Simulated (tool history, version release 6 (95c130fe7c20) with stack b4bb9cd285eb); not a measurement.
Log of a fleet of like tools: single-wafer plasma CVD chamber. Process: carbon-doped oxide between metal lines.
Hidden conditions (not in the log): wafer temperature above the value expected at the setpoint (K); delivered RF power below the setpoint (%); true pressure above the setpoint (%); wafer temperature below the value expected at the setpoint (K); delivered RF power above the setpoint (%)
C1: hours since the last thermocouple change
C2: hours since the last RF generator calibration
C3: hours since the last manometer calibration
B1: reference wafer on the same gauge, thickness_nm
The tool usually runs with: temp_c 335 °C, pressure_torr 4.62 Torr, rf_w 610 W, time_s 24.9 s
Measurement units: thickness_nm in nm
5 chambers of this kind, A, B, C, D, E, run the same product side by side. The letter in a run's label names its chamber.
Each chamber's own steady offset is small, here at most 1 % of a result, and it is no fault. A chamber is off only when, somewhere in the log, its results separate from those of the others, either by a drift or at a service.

run 1D hour=13.8 | temp_c=335 pressure_torr=4.62 rf_w=610 time_s=24.9 | C1=1586.0 C2=594.1 C3=367.2 | B1=144.91 | thickness_nm=149.84
run 2C hour=22.8 | temp_c=335 pressure_torr=4.62 rf_w=610 time_s=24.9 | C1=662.6 C2=1068.3 C3=238.5 | B1=144.98 | thickness_nm=150.48
run 3E hour=30.9 | temp_c=335 pressure_torr=4.62 rf_w=610 time_s=24.9 | C1=401.2 C2=443.0 C3=365.9 | B1=144.94 | thickness_nm=150.71
run 4A hour=41.6 | temp_c=335 pressure_torr=4.62 rf_w=610 time_s=24.9 | C1=1519.3 C2=1779.8 C3=163.9 | B1=144.91 | thickness_nm=149.76
run 5B hour=48.5 | temp_c=335 pressure_torr=5.28 rf_w=650 time_s=24.9 | C1=108.5 C2=1015.1 C3=953.0 | B1=144.87 | thickness_nm=158.53
run 6E hour=56.6 | temp_c=335 pressure_torr=5.28 rf_w=650 time_s=24.9 | C1=426.9 C2=468.7 C3=391.6 | B1=144.86 | thickness_nm=159.60
run 7D hour=64.0 | temp_c=335 pressure_torr=5.28 rf_w=650 time_s=24.9 | C1=1636.2 C2=644.3 C3=417.4 | B1=144.83 | thickness_nm=158.61
run 8A hour=72.6 | temp_c=335 pressure_torr=5.28 rf_w=650 time_s=24.9 | C1=1550.3 C2=1810.8 C3=194.9 | B1=144.79 | thickness_nm=158.35
-- hour=75.6 chamber A: thermocouple changed; heater temperature recalibrated
run 9C hour=84.8 | temp_c=335 pressure_torr=5.28 rf_w=650 time_s=24.9 | C1=724.6 C2=1130.3 C3=300.5 | B1=144.77 | thickness_nm=159.59
run 10B hour=93.1 | temp_c=335 pressure_torr=4.62 rf_w=610 time_s=24.9 | C1=153.1 C2=1059.7 C3=997.6 | B1=144.75 | thickness_nm=148.65
run 11A hour=102.2 | temp_c=335 pressure_torr=4.62 rf_w=610 time_s=24.9 | C1=26.6 C2=1840.4 C3=224.5 | B1=144.75 | thickness_nm=149.77
run 12D hour=111.3 | temp_c=335 pressure_torr=4.62 rf_w=610 time_s=24.9 | C1=1683.5 C2=691.6 C3=464.7 | B1=144.74 | thickness_nm=149.55
run 13B hour=118.4 | temp_c=335 pressure_torr=4.62 rf_w=610 time_s=24.9 | C1=178.4 C2=1085.0 C3=1022.9 | B1=144.65 | thickness_nm=149.07
run 14C hour=130.5 | temp_c=335 pressure_torr=4.62 rf_w=610 time_s=24.9 | C1=770.3 C2=1176.0 C3=346.2 | B1=144.73 | thickness_nm=150.43
run 15E hour=137.8 | temp_c=335 pressure_torr=4.62 rf_w=610 time_s=24.9 | C1=508.1 C2=549.9 C3=472.8 | B1=144.62 | thickness_nm=150.48
run 16B hour=146.6 | temp_c=335 pressure_torr=4.62 rf_w=610 time_s=24.9 | C1=206.6 C2=1113.2 C3=1051.1 | B1=144.61 | thickness_nm=148.73
run 17E hour=158.2 | temp_c=335 pressure_torr=4.62 rf_w=610 time_s=24.9 | C1=528.5 C2=570.3 C3=493.2 | B1=144.57 | thickness_nm=150.18
-- hour=168.3 chamber C: RF generator calibrated
run 18C hour=171.0 | temp_c=335 pressure_torr=4.62 rf_w=610 time_s=24.9 | C1=810.8 C2=2.7 C3=386.7 | B1=144.57 | thickness_nm=150.57
run 19D hour=183.2 | temp_c=335 pressure_torr=4.62 rf_w=610 time_s=24.9 | C1=1755.4 C2=763.5 C3=536.6 | B1=144.53 | thickness_nm=149.67
run 20A hour=189.8 | temp_c=335 pressure_torr=4.62 rf_w=610 time_s=24.9 | C1=114.2 C2=1928.0 C3=312.1 | B1=144.53 | thickness_nm=149.11
run 21D hour=201.8 | temp_c=335 pressure_torr=4.62 rf_w=610 time_s=24.9 | C1=1774.0 C2=782.1 C3=555.2 | B1=144.49 | thickness_nm=149.55
run 22C hour=214.8 | temp_c=335 pressure_torr=4.62 rf_w=610 time_s=24.9 | C1=854.6 C2=46.5 C3=430.5 | B1=144.48 | thickness_nm=150.53
run 23B hour=228.6 | temp_c=335 pressure_torr=4.62 rf_w=610 time_s=24.9 | C1=288.6 C2=1195.2 C3=1133.1 | B1=144.40 | thickness_nm=148.71
-- hour=228.7 chamber A: RF generator calibrated
run 24A hour=235.2 | temp_c=349 pressure_torr=4.62 rf_w=610 time_s=28.8 | C1=159.6 C2=6.5 C3=357.5 | B1=144.37 | thickness_nm=164.92
run 25E hour=248.9 | temp_c=349 pressure_torr=4.62 rf_w=610 time_s=28.8 | C1=619.2 C2=661.0 C3=583.9 | B1=144.38 | thickness_nm=165.98
-- hour=250.7 chamber B: capacitance manometer re-zeroed and calibrated
run 26A hour=260.7 | temp_c=349 pressure_torr=4.62 rf_w=610 time_s=28.8 | C1=185.1 C2=32.0 C3=383.0 | B1=144.35 | thickness_nm=165.05
run 27D hour=268.5 | temp_c=349 pressure_torr=4.62 rf_w=610 time_s=28.8 | C1=1840.7 C2=848.8 C3=621.9 | B1=144.34 | thickness_nm=165.02
run 28E hour=277.9 | temp_c=349 pressure_torr=4.62 rf_w=610 time_s=28.8 | C1=648.2 C2=690.0 C3=612.9 | B1=144.34 | thickness_nm=165.44
run 29C hour=285.1 | temp_c=335 pressure_torr=4.62 rf_w=610 time_s=24.9 | C1=924.9 C2=116.8 C3=500.8 | B1=144.29 | thickness_nm=150.34
run 30B hour=297.8 | temp_c=335 pressure_torr=4.62 rf_w=610 time_s=24.9 | C1=357.8 C2=1264.4 C3=47.1 | B1=144.22 | thickness_nm=148.64
run 31B hour=304.5 | temp_c=335 pressure_torr=4.62 rf_w=610 time_s=29.1 | C1=364.5 C2=1271.1 C3=53.8 | B1=144.28 | thickness_nm=173.21
run 32A hour=317.7 | temp_c=335 pressure_torr=4.62 rf_w=610 time_s=29.1 | C1=242.1 C2=89.0 C3=440.0 | B1=144.22 | thickness_nm=174.21
-- hour=320.3 chamber D: RF generator calibrated
run 33E hour=325.3 | temp_c=335 pressure_torr=4.62 rf_w=610 time_s=29.1 | C1=695.6 C2=737.4 C3=660.3 | B1=144.24 | thickness_nm=174.80
run 34D hour=339.2 | temp_c=335 pressure_torr=4.62 rf_w=610 time_s=29.1 | C1=1911.4 C2=18.9 C3=692.6 | B1=144.14 | thickness_nm=173.89

What goes on in this fleet: one chamber off, a drifting gauge, or nothing beyond the chambers' own small offsets? Name the chamber and the cause, if any.

It is the gauge, not a chamber: its drift shows up in every chamber's results at once, and no chamber is off.
Likeliest cause: gauge reads low (%) = 0.603.

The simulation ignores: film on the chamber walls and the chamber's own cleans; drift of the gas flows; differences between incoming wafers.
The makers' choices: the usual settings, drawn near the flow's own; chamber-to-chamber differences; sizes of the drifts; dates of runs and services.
